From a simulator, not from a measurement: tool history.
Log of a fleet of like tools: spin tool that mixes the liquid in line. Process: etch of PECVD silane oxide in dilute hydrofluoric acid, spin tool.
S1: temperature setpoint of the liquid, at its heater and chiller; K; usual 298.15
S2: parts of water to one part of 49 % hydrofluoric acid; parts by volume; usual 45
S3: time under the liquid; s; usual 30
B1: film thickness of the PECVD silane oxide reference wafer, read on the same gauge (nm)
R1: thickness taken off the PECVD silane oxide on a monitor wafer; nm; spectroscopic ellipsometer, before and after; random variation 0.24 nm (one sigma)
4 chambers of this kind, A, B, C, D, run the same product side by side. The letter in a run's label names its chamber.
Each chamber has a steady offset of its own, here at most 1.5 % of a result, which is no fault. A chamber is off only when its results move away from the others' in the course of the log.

run     day      S1  S2  S3      B1      R1
      0.446  -- chamber A: hydrofluoric acid flow meter replaced
 1D   0.508  298.15  45  30  110.01  32.922
 2A   0.796  298.15  45  30  110.00  32.910
 3C   1.317  298.15  45  30  110.02  32.603
 4B   1.871  298.15  45  30  109.99  32.608
 5A   2.138  298.15  45  30  110.00  32.968
 6B   2.529  298.15  45  30  110.02  32.708
 7D   3.092  298.15  45  30  110.02  33.094
 8C   3.525  298.15  45  30  109.98  32.966
 9A   3.904  301.65  45  50  109.99  63.280
10B   4.296  301.65  45  50  110.01  62.949
11D   4.554  301.65  45  50  110.01  63.592
12C   5.008  301.65  45  50  109.98  62.915
      5.396  -- chamber B: hydrofluoric acid flow meter replaced
13B   5.567  298.15  45  30  110.02  32.504
14D   5.817  298.15  45  30  110.01  33.709
15C   6.321  298.15  45  30  109.99  33.009
16A   6.742  298.15  45  30  109.99  32.871
17B   7.029  298.15  45  30  110.00  32.181
18A   7.512  298.15  45  30  110.02  33.195
19D   8.025  298.15  45  30  110.01  34.041
20C   8.425  298.15  45  30  109.99  32.835
21A   8.704  298.15  45  30  110.04  33.132
22C   9.246  298.15  35  30  109.99  42.785
23D   9.546  298.15  35  30  110.01  44.549
24B   9.938  298.15  35  30  110.00  42.350
25D  10.496  298.15  35  30  109.99  44.997
26B  10.767  298.15  45  30  109.96  32.458
27C  11.067  298.15  45  30  110.04  32.462
28A  11.321  298.15  35  30  110.00  44.047
29C  11.729  298.15  35  30  110.01  43.021
30B  12.242  298.15  35  30  109.97  41.985
31D  12.562  298.15  35  30  109.99  46.045
32A  13.017  298.15  45  40  109.98  44.426
33D  13.479  298.15  45  40  109.95  46.903
34A  13.950  298.15  45  40  110.00  44.445
35C  14.446  298.15  45  40  110.05  43.619
36B  14.712  295.65  45  35  109.98  33.987
37B  15.267  295.65  45  35  110.05  34.337
38C  15.771  295.65  45  35  110.03  34.000
39A  16.283  295.65  45  35  110.02  34.841
40D  16.667  294.65  45  30  110.02  31.297
41B  17.062  294.65  45  30  110.02  28.165

What goes on in this fleet: one chamber off, a drifting gauge, or nothing beyond the chambers' own small offsets? Name the chamber and the cause, if any.

Chamber D drifts away from the others.
Cause: liquid hotter than its thermometer reads (K) = 2.21.
The log may not tell that from: hydrofluoric acid flow above the setpoint (%).

Here are 4 candidates for chamber D's next run, each the usual settings with a change, their results left as question marks. Which one brings its results back in line with what the others give on the usual settings?
In line means no further than this from the other chambers' mean on the usual settings: R1 0.830 nm
42D-1  17.475  300.65  45  30       ?
42D-2  17.475  297.15  45  30       ?
42D-3  17.475  299.15  45  30       ?
42D-4  17.475  295.65  45  30       ?

The other chambers' mean on the usual settings: R1 32.878 nm
  run      R1
42D-1  39.854
42D-2  34.709
42D-3  37.577
42D-4  32.673
42D-4 brings the chamber back in line.
